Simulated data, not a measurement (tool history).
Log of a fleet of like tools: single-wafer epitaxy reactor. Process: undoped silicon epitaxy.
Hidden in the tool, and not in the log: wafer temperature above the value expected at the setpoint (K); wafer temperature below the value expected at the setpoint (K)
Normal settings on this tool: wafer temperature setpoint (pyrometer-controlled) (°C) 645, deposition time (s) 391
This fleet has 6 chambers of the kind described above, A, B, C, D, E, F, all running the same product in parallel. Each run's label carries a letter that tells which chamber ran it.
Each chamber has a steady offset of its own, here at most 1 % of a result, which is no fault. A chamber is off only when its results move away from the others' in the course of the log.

run,day,wafer temperature setpoint (pyrometer-controlled) (°C),deposition time (s),hours since the last pyrometer calibration,"read-back reference wafer on the same gauge, thickness_nm",mean film thickness on the monitor wafer (Å)
1B,0.258,645,391,607.8,56.222,588.88
2A,0.638,645,391,825.9,56.234,588.19
3C,0.946,645,391,1124.7,56.167,585.73
4D,1.383,645,391,998.2,56.106,581.9
5F,1.704,645,391,206.6,56.145,591.42
6E,1.967,645,391,1297.9,56.229,590.33
7F,2.279,645,391,220.4,56.142,590.52
8B,2.533,645,391,662.4,56.174,592.73
9E,2.983,645,391,1322.3,56.257,592.15
10A,3.262,645,391,888.9,56.059,595.73
11D,3.554,645,391,1050.3,56.217,591.59
# day 3.646: chamber D: pyrometer calibrated
12C,3.825,645,391,1193.8,56.13,575.55
13A,4.196,645,391,911.3,56.244,587.89
14F,4.462,645,391,272.8,56.181,591.23
15D,4.929,645,391,30.9,56.184,594.25
16E,5.367,645,391,1379.5,56.18,596.29
17C,5.742,645,391,1239.8,56.162,569
18B,6.079,645,391,747.5,56.084,589.55
19A,6.292,640,391,961.6,56.196,523.71
20C,6.592,640,391,1260.2,56.214,509.34
21B,6.908,640,391,767.4,56.247,525.66
22F,7.196,640,391,338.4,56.21,529.73
23D,7.496,640,391,92.5,56.243,528.55
24E,7.892,640,391,1440.1,56.224,533.21
25F,8.167,645,391,361.7,56.277,591.68
26A,8.379,631,453,1011.7,56.213,496.32
27E,8.838,631,453,1462.8,56.152,498.8
28C,9.129,631,453,1321.1,56.166,473.53
29B,9.371,631,453,826.5,56.229,503.96
30D,9.692,631,453,145.2,56.17,501.02
31E,10.008,631,453,1490.9,56.215,498.34
32D,10.275,645,391,159.2,56.234,587.07
33C,10.5,645,391,1354,56.142,554.32
34A,10.725,645,391,1068,56.295,590.87
35F,11.158,645,391,433.5,56.121,589.61
36B,11.604,636,344,880.1,56.136,424.59

Each of the 6 chambers runs these same settings next. Fill in every chamber's results:
37A,11.946,645,391,,,?
37B,11.946,645,391,,,?
37C,11.946,645,391,,,?
37D,11.946,645,391,,,?
37E,11.946,645,391,,,?
37F,11.946,645,391,,,?

run,mean film thickness on the monitor wafer (Å)
37A,587.63
37B,593.02
37C,547.72
37D,588.97
37E,593.72
37F,597.79
